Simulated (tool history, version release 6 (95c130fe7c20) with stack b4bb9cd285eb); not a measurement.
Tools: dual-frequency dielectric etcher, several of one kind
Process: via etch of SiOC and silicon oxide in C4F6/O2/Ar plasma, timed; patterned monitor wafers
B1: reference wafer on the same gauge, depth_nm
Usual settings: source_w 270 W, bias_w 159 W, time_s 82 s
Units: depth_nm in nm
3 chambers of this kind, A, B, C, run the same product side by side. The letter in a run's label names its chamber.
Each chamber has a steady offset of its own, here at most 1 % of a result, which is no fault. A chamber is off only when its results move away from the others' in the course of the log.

run 1C hour=8.4 | source_w=270 bias_w=159 time_s=82 | B1=80.684 | depth_nm=76.646
run 2B hour=15.3 | source_w=270 bias_w=159 time_s=82 | B1=80.787 | depth_nm=75.796
run 3A hour=24.4 | source_w=270 bias_w=159 time_s=82 | B1=80.695 | depth_nm=76.496
run 4B hour=36.8 | source_w=270 bias_w=159 time_s=82 | B1=80.692 | depth_nm=76.075
run 5A hour=51.2 | source_w=270 bias_w=159 time_s=82 | B1=80.752 | depth_nm=76.508
-- hour=56.7 chamber A: wet clean of the chamber
run 6C hour=59.8 | source_w=270 bias_w=159 time_s=82 | B1=80.727 | depth_nm=76.638
run 7B hour=67.5 | source_w=270 bias_w=159 time_s=82 | B1=80.588 | depth_nm=76.545
run 8A hour=73.9 | source_w=270 bias_w=159 time_s=82 | B1=80.77 | depth_nm=76.853
run 9C hour=87.9 | source_w=270 bias_w=159 time_s=82 | B1=80.672 | depth_nm=77.022
run 10C hour=95.2 | source_w=270 bias_w=159 time_s=82 | B1=80.724 | depth_nm=76.35
run 11A hour=102.4 | source_w=270 bias_w=159 time_s=82 | B1=80.706 | depth_nm=76.24
run 12B hour=112.8 | source_w=270 bias_w=159 time_s=82 | B1=80.713 | depth_nm=76.406
run 13C hour=120 | source_w=270 bias_w=159 time_s=82 | B1=80.689 | depth_nm=76.767
run 14B hour=134.2 | source_w=270 bias_w=159 time_s=82 | B1=80.665 | depth_nm=77.375
run 15A hour=146 | source_w=270 bias_w=159 time_s=82 | B1=80.756 | depth_nm=76.667
-- hour=151.2 chamber C: wet clean of the chamber
run 16B hour=157 | source_w=270 bias_w=159 time_s=82 | B1=80.666 | depth_nm=77.737
run 17A hour=167.7 | source_w=270 bias_w=159 time_s=82 | B1=80.673 | depth_nm=76.75
run 18C hour=176.7 | source_w=270 bias_w=159 time_s=82 | B1=80.667 | depth_nm=76.76
run 19C hour=185.9 | source_w=270 bias_w=159 time_s=82 | B1=80.582 | depth_nm=76.512
run 20A hour=198.2 | source_w=270 bias_w=159 time_s=82 | B1=80.718 | depth_nm=76.494
run 21B hour=212 | source_w=270 bias_w=159 time_s=82 | B1=80.62 | depth_nm=79.071
run 22C hour=218.9 | source_w=270 bias_w=159 time_s=82 | B1=80.697 | depth_nm=76.288
run 23B hour=231.2 | source_w=300 bias_w=159 time_s=99 | B1=80.704 | depth_nm=98.906
run 24A hour=240.6 | source_w=300 bias_w=159 time_s=99 | B1=80.702 | depth_nm=96.436
run 25C hour=248 | source_w=300 bias_w=159 time_s=99 | B1=80.652 | depth_nm=96.846

Is one chamber off against the others, does the gauge drift, or is nothing wrong? If a chamber is off, say which, and what the likeliest cause is.

Chamber B drifts away from the others.
Cause: etch rate over this chamber's usual, % = 4.08.

Here are 4 candidates for chamber B's next run, each the usual settings with a change, their results left as question marks. Which one brings its results back in line with what the others give on the usual settings?
In line means no further than this from the other chambers' mean on the usual settings: depth_nm 1.2 nm
run 26B-1 hour=258.3 | source_w=260 bias_w=153 time_s=82 | depth_nm=?
run 26B-2 hour=258.3 | source_w=230 bias_w=159 time_s=82 | depth_nm=?
run 26B-3 hour=258.3 | source_w=270 bias_w=160 time_s=84.5 | depth_nm=?
run 26B-4 hour=258.3 | source_w=270 bias_w=161 time_s=87 | depth_nm=?

The other chambers' mean on the usual settings: depth_nm 76.725 nm
run=26B-1 depth_nm=77.317
run=26B-2 depth_nm=74.659
run=26B-3 depth_nm=82.037
run=26B-4 depth_nm=84.636
26B-1 brings the chamber back in line.

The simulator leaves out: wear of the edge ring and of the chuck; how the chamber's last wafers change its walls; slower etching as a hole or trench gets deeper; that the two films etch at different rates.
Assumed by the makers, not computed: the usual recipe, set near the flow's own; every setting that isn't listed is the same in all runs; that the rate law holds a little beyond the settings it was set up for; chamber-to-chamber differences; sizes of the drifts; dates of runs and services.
